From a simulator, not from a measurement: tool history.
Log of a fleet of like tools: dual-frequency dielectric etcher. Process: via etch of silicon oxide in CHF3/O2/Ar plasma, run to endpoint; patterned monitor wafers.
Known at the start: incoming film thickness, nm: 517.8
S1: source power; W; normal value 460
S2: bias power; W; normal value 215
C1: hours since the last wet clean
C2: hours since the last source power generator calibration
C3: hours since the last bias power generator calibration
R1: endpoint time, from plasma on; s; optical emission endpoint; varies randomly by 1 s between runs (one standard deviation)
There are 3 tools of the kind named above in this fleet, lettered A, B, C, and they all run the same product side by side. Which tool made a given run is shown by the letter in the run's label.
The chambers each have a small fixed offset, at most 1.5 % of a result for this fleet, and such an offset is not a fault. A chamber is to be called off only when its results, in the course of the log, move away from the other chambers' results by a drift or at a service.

| run | hour | S1 | S2 | C1 | C2 | C3 | R1 |
|---|---|---|---|---|---|---|---|
| 1C | 7.8 | 460 | 215 | 289.9 | 2327.0 | 195.2 | 271.82 |
| 2A | 17.2 | 460 | 215 | 55.9 | 192.6 | 965.9 | 276.69 |
| 3B | 24.0 | 460 | 215 | 101.1 | 156.7 | 939.2 | 275.08 |
| 4A | 33.3 | 460 | 215 | 72.0 | 208.7 | 982.0 | 276.44 |
| 5B | 41.7 | 460 | 215 | 118.8 | 174.4 | 956.9 | 273.35 |
| 6C | 48.5 | 460 | 215 | 330.6 | 2367.7 | 235.9 | 272.39 |
| 7C | 55.7 | 460 | 215 | 337.8 | 2374.9 | 243.1 | 273.34 |
| 8A | 60.9 | 460 | 242 | 99.6 | 236.3 | 1009.6 | 265.11 |
| 9B | 67.2 | 460 | 242 | 144.3 | 199.9 | 982.4 | 264.37 |
| 10B | 73.0 | 460 | 242 | 150.1 | 205.7 | 988.2 | 263.30 |
| 11A | 81.8 | 460 | 215 | 120.5 | 257.2 | 1030.5 | 275.46 |
| 12C | 91.0 | 460 | 215 | 373.1 | 2410.2 | 278.4 | 272.22 |
| 13C | 100.0 | 460 | 215 | 382.1 | 2419.2 | 287.4 | 271.14 |
| 14B | 106.2 | 460 | 215 | 183.3 | 238.9 | 1021.4 | 275.31 |
| 15A | 113.2 | 460 | 215 | 151.9 | 288.6 | 1061.9 | 274.90 |
| 16A | 120.2 | 460 | 215 | 158.9 | 295.6 | 1068.9 | 275.25 |
| 17B | 125.1 | 460 | 215 | 202.2 | 257.8 | 1040.3 | 274.51 |
| 18C | 133.2 | 460 | 215 | 415.3 | 2452.4 | 320.6 | 271.52 |
| 19B | 142.6 | 460 | 215 | 219.7 | 275.3 | 1057.8 | 275.50 |
| 20C | 152.2 | 460 | 215 | 434.3 | 2471.4 | 339.6 | 271.66 |
| 21A | 159.6 | 460 | 215 | 198.3 | 335.0 | 1108.3 | 276.93 |
| 22C | 164.8 | 460 | 215 | 446.9 | 2484.0 | 352.2 | 272.11 |
| 23B | 173.2 | 460 | 215 | 250.3 | 305.9 | 1088.4 | 273.94 |
| 24A | 177.8 | 380 | 251 | 216.5 | 353.2 | 1126.5 | 281.25 |
| 25C | 185.0 | 380 | 251 | 467.1 | 2504.2 | 372.4 | 275.33 |
|  | 187.1 | chamber C: wet clean of the chamber |
| 26B | 191.2 | 380 | 251 | 268.3 | 323.9 | 1106.4 | 280.67 |
| 27A | 200.0 | 460 | 215 | 238.7 | 375.4 | 1148.7 | 274.65 |
| 28A | 206.9 | 520 | 163 | 245.6 | 382.3 | 1155.6 | 288.41 |
| 29C | 214.9 | 520 | 163 | 27.8 | 2534.1 | 402.3 | 298.17 |
| 30B | 222.4 | 520 | 163 | 299.5 | 355.1 | 1137.6 | 289.89 |
| 31A | 226.6 | 460 | 215 | 265.3 | 402.0 | 1175.3 | 275.34 |
| 32B | 236.0 | 460 | 215 | 313.1 | 368.7 | 1151.2 | 274.93 |
| 33C | 243.6 | 460 | 215 | 56.5 | 2562.8 | 431.0 | 283.48 |
| 34B | 251.4 | 460 | 215 | 328.5 | 384.1 | 1166.6 | 276.36 |
| 35C | 259.2 | 460 | 215 | 72.1 | 2578.4 | 446.6 | 285.57 |
| 36A | 264.0 | 460 | 215 | 302.7 | 439.4 | 1212.7 | 276.53 |
| 37A | 270.1 | 460 | 215 | 308.8 | 445.5 | 1218.8 | 276.23 |
| 38C | 278.5 | 460 | 266 | 91.4 | 2597.7 | 465.9 | 262.31 |
| 39B | 282.9 | 460 | 266 | 360.0 | 415.6 | 1198.1 | 253.74 |
| 40B | 291.0 | 460 | 266 | 368.1 | 423.7 | 1206.2 | 256.20 |
| 41C | 295.5 | 460 | 215 | 108.4 | 2614.7 | 482.9 | 286.69 |

Which is it: a chamber that has drifted or been left off by a service, a gauge drift common to all chambers, or only each chamber's usual small offset? If a chamber is off, name it and its likeliest cause.

After it was serviced, chamber C no longer matches the other chambers.
Likeliest cause: etch rate under this chamber's usual, % = 4.55.

Here are 4 candidates for chamber C's next run, each the usual settings with a change, their results left as question marks. Which one brings its results back in line with what the others give on the usual settings?
In-line tolerance around the mean of the other chambers on the usual settings: R1 3.50 s
| 42C-1 | 302.5 | 500 | 231 |  |  |  | ? |
| 42C-2 | 302.5 | 390 | 215 |  |  |  | ? |
| 42C-3 | 302.5 | 420 | 215 |  |  |  | ? |
| 42C-4 | 302.5 | 460 | 235 |  |  |  | ? |

Mean of the other chambers on the usual settings: R1 275.53 s
| run | R1 |
|---|---|
| 42C-1 | 268.90 |
| 42C-2 | 302.95 |
| 42C-3 | 294.64 |
| 42C-4 | 275.72 |
The right change is 42C-4: it brings the chamber back within the allowed miss of the others.

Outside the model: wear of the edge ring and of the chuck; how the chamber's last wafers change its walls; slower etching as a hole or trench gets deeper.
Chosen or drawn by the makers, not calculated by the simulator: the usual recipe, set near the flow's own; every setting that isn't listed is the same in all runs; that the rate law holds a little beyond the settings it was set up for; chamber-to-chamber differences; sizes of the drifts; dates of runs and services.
